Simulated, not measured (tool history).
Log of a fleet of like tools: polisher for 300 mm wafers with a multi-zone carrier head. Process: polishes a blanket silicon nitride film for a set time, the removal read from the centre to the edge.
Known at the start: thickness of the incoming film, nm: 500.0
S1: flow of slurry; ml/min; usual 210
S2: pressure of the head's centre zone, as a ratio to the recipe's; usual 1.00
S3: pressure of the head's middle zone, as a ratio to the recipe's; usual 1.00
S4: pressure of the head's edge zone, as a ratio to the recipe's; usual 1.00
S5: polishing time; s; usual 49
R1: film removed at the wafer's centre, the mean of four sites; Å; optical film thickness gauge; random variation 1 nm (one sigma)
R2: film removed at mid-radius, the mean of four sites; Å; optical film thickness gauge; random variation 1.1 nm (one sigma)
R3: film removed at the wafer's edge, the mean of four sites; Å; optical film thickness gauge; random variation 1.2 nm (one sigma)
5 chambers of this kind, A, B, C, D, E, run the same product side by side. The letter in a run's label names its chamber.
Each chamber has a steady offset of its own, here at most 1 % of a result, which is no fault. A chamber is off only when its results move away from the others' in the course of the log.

At hour 3.6: chamber A: worn pad replaced by a new one.
Run 1E, hour 5.6: usual settings. Result: R1 1399.8 Å, R2 1405.1 Å, R3 1420.8 Å.
At hour 14.6: chamber C: worn pad replaced by a new one.
Run 2D, hour 15.3: usual settings. Result: R1 1404.8 Å, R2 1406.8 Å, R3 1385.7 Å.
At hour 18.0: chamber A: slurry nozzle cleaned.
At hour 22.9: chamber B: worn pad replaced by a new one.
Run 3C, hour 25.0: usual settings. Result: R1 1374.4 Å, R2 1376.2 Å, R3 1419.7 Å.
At hour 32.7: chamber D: edge zone pressure recalibrated.
Run 4A, hour 35.6: usual settings. Result: R1 1382.5 Å, R2 1405.1 Å, R3 1392.5 Å.
At hour 36.4: chamber E: worn pad replaced by a new one.
Run 5B, hour 45.2: usual settings but S2 0.93. Result: R1 1280.4 Å, R2 1404.6 Å, R3 1410.5 Å.
Run 6C, hour 52.4: usual settings but S2 0.93. Result: R1 1269.2 Å, R2 1392.6 Å, R3 1389.5 Å.
Run 7A, hour 57.9: usual settings but S2 0.93. Result: R1 1281.3 Å, R2 1381.1 Å, R3 1370.6 Å.
At hour 64.4: chamber A: worn pad replaced by a new one.
Run 8E, hour 64.9: usual settings but S2 0.93. Result: R1 1290.8 Å, R2 1394.6 Å, R3 1396.8 Å.
Run 9B, hour 76.0: usual settings but S2 0.93. Result: R1 1280.6 Å, R2 1397.0 Å, R3 1389.1 Å.
At hour 77.6: chamber D: worn pad replaced by a new one.
At hour 78.7: chamber C: worn pad replaced by a new one.
At hour 86.9: chamber E: worn pad replaced by a new one.
Run 10D, hour 87.1: usual settings but S1 165 ml/min. Result: R1 1350.9 Å, R2 1349.7 Å, R3 1331.5 Å.
Run 11A, hour 95.4: usual settings but S1 165 ml/min. Result: R1 1324.8 Å, R2 1333.3 Å, R3 1352.0 Å.
Run 12D, hour 104.5: usual settings but S1 165 ml/min. Result: R1 1333.5 Å, R2 1335.3 Å, R3 1347.5 Å.
Run 13C, hour 113.3: usual settings but S1 165 ml/min. Result: R1 1346.4 Å, R2 1347.8 Å, R3 1344.9 Å.
At hour 115.2: chamber E: slurry nozzle cleaned.
Run 14E, hour 120.4: usual settings but S1 165 ml/min. Result: R1 1347.8 Å, R2 1353.9 Å, R3 1383.5 Å.
At hour 128.0: chamber A: worn pad replaced by a new one.
Run 15B, hour 131.9: usual settings but S2 1.10, S4 1.07. Result: R1 1552.0 Å, R2 1364.4 Å, R3 1444.4 Å.
At hour 133.5: chamber B: worn pad replaced by a new one.
Run 16A, hour 137.9: usual settings but S2 1.10, S4 1.07. Result: R1 1540.4 Å, R2 1409.8 Å, R3 1444.6 Å.
At hour 143.2: chamber E: worn pad replaced by a new one.
At hour 145.5: chamber C: worn pad replaced by a new one.
Run 17D, hour 148.6: usual settings but S2 1.10, S4 1.07. Result: R1 1542.1 Å, R2 1405.3 Å, R3 1432.1 Å.
At hour 157.0: chamber C: centre zone pressure recalibrated.
Run 18B, hour 157.5: usual settings but S2 1.10, S4 1.07. Result: R1 1529.1 Å, R2 1368.4 Å, R3 1435.7 Å.
At hour 163.6: chamber D: worn pad replaced by a new one.
Run 19C, hour 165.1: usual settings but S2 1.10, S4 1.07. Result: R1 1697.2 Å, R2 1390.7 Å, R3 1441.8 Å.
Run 20E, hour 170.7: usual settings. Result: R1 1401.6 Å, R2 1401.9 Å, R3 1402.2 Å.
Run 21D, hour 180.6: usual settings. Result: R1 1379.3 Å, R2 1398.7 Å, R3 1388.0 Å.
Run 22B, hour 187.6: usual settings. Result: R1 1405.0 Å, R2 1384.1 Å, R3 1372.3 Å.
At hour 190.2: chamber C: slurry nozzle cleaned.
At hour 192.2: chamber A: worn pad replaced by a new one.
Run 23E, hour 195.5: usual settings. Result: R1 1389.0 Å, R2 1390.5 Å, R3 1393.7 Å.
At hour 196.1: chamber B: centre zone pressure recalibrated.
At hour 198.7: chamber C: worn pad replaced by a new one.
At hour 203.9: chamber E: worn pad replaced by a new one.
Run 24C, hour 205.2: usual settings but S3 1.06, S4 0.94. Result: R1 1519.8 Å, R2 1473.7 Å, R3 1347.8 Å.
Run 25A, hour 215.9: usual settings but S3 1.06, S4 0.94. Result: R1 1396.1 Å, R2 1469.9 Å, R3 1353.1 Å.
Run 26C, hour 222.2: usual settings but S3 1.06, S4 0.94. Result: R1 1524.5 Å, R2 1465.9 Å, R3 1328.4 Å.
Run 27D, hour 231.6: usual settings but S3 1.06, S4 0.94. Result: R1 1391.6 Å, R2 1473.6 Å, R3 1354.1 Å.
Run 28E, hour 242.1: usual settings but S3 1.06, S4 0.94. Result: R1 1382.8 Å, R2 1444.0 Å, R3 1361.0 Å.
At hour 246.9: chamber D: worn pad replaced by a new one.
Run 29B, hour 250.4: usual settings. Result: R1 1371.1 Å, R2 1379.1 Å, R3 1385.7 Å.
At hour 252.2: chamber C: worn pad replaced by a new one.
At hour 258.8: chamber A: worn pad replaced by a new one.
Run 30A, hour 261.0: usual settings. Result: R1 1393.3 Å, R2 1389.8 Å, R3 1397.5 Å.
Run 31D, hour 269.6: usual settings. Result: R1 1400.9 Å, R2 1392.6 Å, R3 1395.4 Å.
Run 32C, hour 279.7: usual settings. Result: R1 1523.1 Å, R2 1396.0 Å, R3 1379.2 Å.
Run 33A, hour 291.5: usual settings. Result: R1 1394.1 Å, R2 1410.3 Å, R3 1383.0 Å.

All 5 chambers run these settings next. Forecast each chamber's results:
Run 34A, hour 300.1: usual settings but S5 58 s. Result: R1 ?, R2 ?, R3 ?.
Run 34B, hour 300.1: usual settings but S5 58 s. Result: R1 ?, R2 ?, R3 ?.
Run 34C, hour 300.1: usual settings but S5 58 s. Result: R1 ?, R2 ?, R3 ?.
Run 34D, hour 300.1: usual settings but S5 58 s. Result: R1 ?, R2 ?, R3 ?.
Run 34E, hour 300.1: usual settings but S5 58 s. Result: R1 ?, R2 ?, R3 ?.

run      R1      R2      R3
34A  1650.3  1656.4  1646.6
34B  1642.7  1627.9  1651.0
34C  1813.1  1658.7  1650.4
34D  1651.5  1646.3  1614.1
34E  1651.6  1655.0  1652.5
